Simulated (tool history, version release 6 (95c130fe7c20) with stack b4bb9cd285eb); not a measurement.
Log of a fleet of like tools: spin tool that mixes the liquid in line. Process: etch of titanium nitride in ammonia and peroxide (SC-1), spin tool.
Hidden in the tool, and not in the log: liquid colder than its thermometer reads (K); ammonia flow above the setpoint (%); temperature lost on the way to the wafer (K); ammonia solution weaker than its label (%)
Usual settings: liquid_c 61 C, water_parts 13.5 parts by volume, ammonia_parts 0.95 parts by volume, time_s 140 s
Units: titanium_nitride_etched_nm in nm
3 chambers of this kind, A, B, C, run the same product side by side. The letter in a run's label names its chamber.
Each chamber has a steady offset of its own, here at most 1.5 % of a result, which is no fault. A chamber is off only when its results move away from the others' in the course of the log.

run,hour,liquid_c,water_parts,ammonia_parts,time_s,hours since the thermometer was replaced,hours since the ammonia flow meter was replaced,hours since the heated supply line was repaired,hours since the drum of ammonia solution was connected,"read-back film thickness of the titanium nitride reference wafer, read on the same gauge (nm)",titanium_nitride_etched_nm
1C,12.2,61,13.5,0.95,140,412.9,786.5,912.7,13.4,79.995,31.372
2B,26.8,61,13.5,0.95,140,2705.4,1259.9,2357.2,147.2,80.023,31.705
3A,40.6,61,13.5,0.95,140,217.8,77.2,953.2,380.1,79.978,31.306
# hour 49.1: chamber B: thermometer replaced
4B,50.6,61,13.5,0.95,140,1.5,1283.7,2381,171,80.001,31.477
5C,62.4,61,13.5,0.95,140,463.1,836.7,962.9,63.6,79.948,31.169
6A,76.7,61,13.5,0.95,140,253.9,113.3,989.3,416.2,79.993,31.672
7C,86.3,61,13.5,0.75,140,487,860.6,986.8,87.5,80.006,29.995
8B,96.1,61,13.5,0.75,140,47,1329.2,2426.5,216.5,80.016,30.166
# hour 100.2: chamber B: ammonia flow meter replaced
9A,109.4,61,13.5,0.75,140,286.6,146,1022,448.9,80.014,30.44
10A,119.6,61,13.5,0.95,140,296.8,156.2,1032.2,459.1,80,31.481
11C,129.4,51.5,13.5,0.95,110,530.1,903.7,1029.9,130.6,80.012,12.871
12B,138.5,51.5,13.5,0.95,110,89.4,38.3,2468.9,258.9,80.013,13.285
13B,150.6,51.5,13.5,0.95,110,101.5,50.4,2481,271,80.003,13.187
14A,162.3,61,13.5,0.95,140,339.5,198.9,1074.9,501.8,80.028,31.63
15C,171,61,13.5,0.95,140,571.7,945.3,1071.5,172.2,80.033,30.839
16B,180.9,61,13.5,0.95,140,131.8,80.7,2511.3,301.3,79.979,31.796
# hour 181.4: chamber A: new drum of ammonia solution connected
17C,193,61,13.5,0.95,140,593.7,967.3,1093.5,194.2,79.979,30.563
18A,199.3,61,13.5,0.95,140,376.5,235.9,1111.9,18,79.993,31.634
19A,210.6,68,13.5,0.95,140,387.8,247.2,1123.2,29.3,80.016,50.142
20C,223.6,68,13.5,0.95,140,624.3,997.9,1124.1,224.8,79.993,48.179
21B,235.6,68,13.5,0.95,140,186.5,135.4,2566,356,79.991,49.766
22A,248.7,61,13.5,0.95,140,425.9,285.3,1161.3,67.4,79.985,31.412
23C,261.8,61,13.5,0.95,140,662.5,1036.1,1162.3,263,79.992,30.431
24B,269.8,61,13.5,0.95,140,220.7,169.6,2600.2,390.2,80.021,31.99
25B,280.6,61,13.5,0.95,140,231.5,180.4,2611,401,80.017,31.783
26C,293.3,61,13.5,0.95,140,694,1067.6,1193.8,294.5,80.004,30.127
27A,305.7,61,13.5,0.95,140,482.9,342.3,1218.3,124.4,80.014,31.463
28B,318.1,61,13.5,0.95,140,269,217.9,2648.5,438.5,80.037,31.814
29A,326.1,61,13.5,0.95,140,503.3,362.7,1238.7,144.8,80.001,31.496
30C,335,61,13.5,0.95,140,735.7,1109.3,1235.5,336.2,79.98,29.967
31B,342,61,13.5,0.95,140,292.9,241.8,2672.4,462.4,80.02,31.495
32C,355.6,57.5,19,0.95,140,756.3,1129.9,1256.1,356.8,80.019,19.596
33A,365,57.5,19,0.95,140,542.2,401.6,1277.6,183.7,80.018,20.895
34A,374,57.5,19,0.95,140,551.2,410.6,1286.6,192.7,80.003,20.952
35B,380.4,61,13.5,1.2,140,331.3,280.2,2710.8,500.8,79.983,32.566
36C,393.2,61,13.5,1.2,140,793.9,1167.5,1293.7,394.4,79.974,30.825

Is one chamber off against the others, does the gauge drift, or is nothing wrong? If a chamber is off, say which, and what the likeliest cause is.

Chamber C drifts away from the others.
Cause: liquid colder than its thermometer reads (K) = 0.849.
The log may not tell that from: temperature lost on the way to the wafer (K).

Here are 4 candidates for chamber C's next run, each the usual settings with a change, their results left as question marks. Which one brings its results back in line with what the others give on the usual settings?
In line means no further than this from the other chambers' mean on the usual settings: titanium_nitride_etched_nm 0.63 nm
37C-1,403.6,61,13.5,0.95,150,,,,,,?
37C-2,403.6,61,13.5,1.1,140,,,,,,?
37C-3,403.6,60.5,13.5,0.95,140,,,,,,?
37C-4,403.6,60,13.5,0.95,140,,,,,,?

The other chambers' mean on the usual settings: titanium_nitride_etched_nm 31.617 nm
run,titanium_nitride_etched_nm
37C-1,31.721
37C-2,30.308
37C-3,28.651
37C-4,27.706
37C-1 brings the chamber back in line.
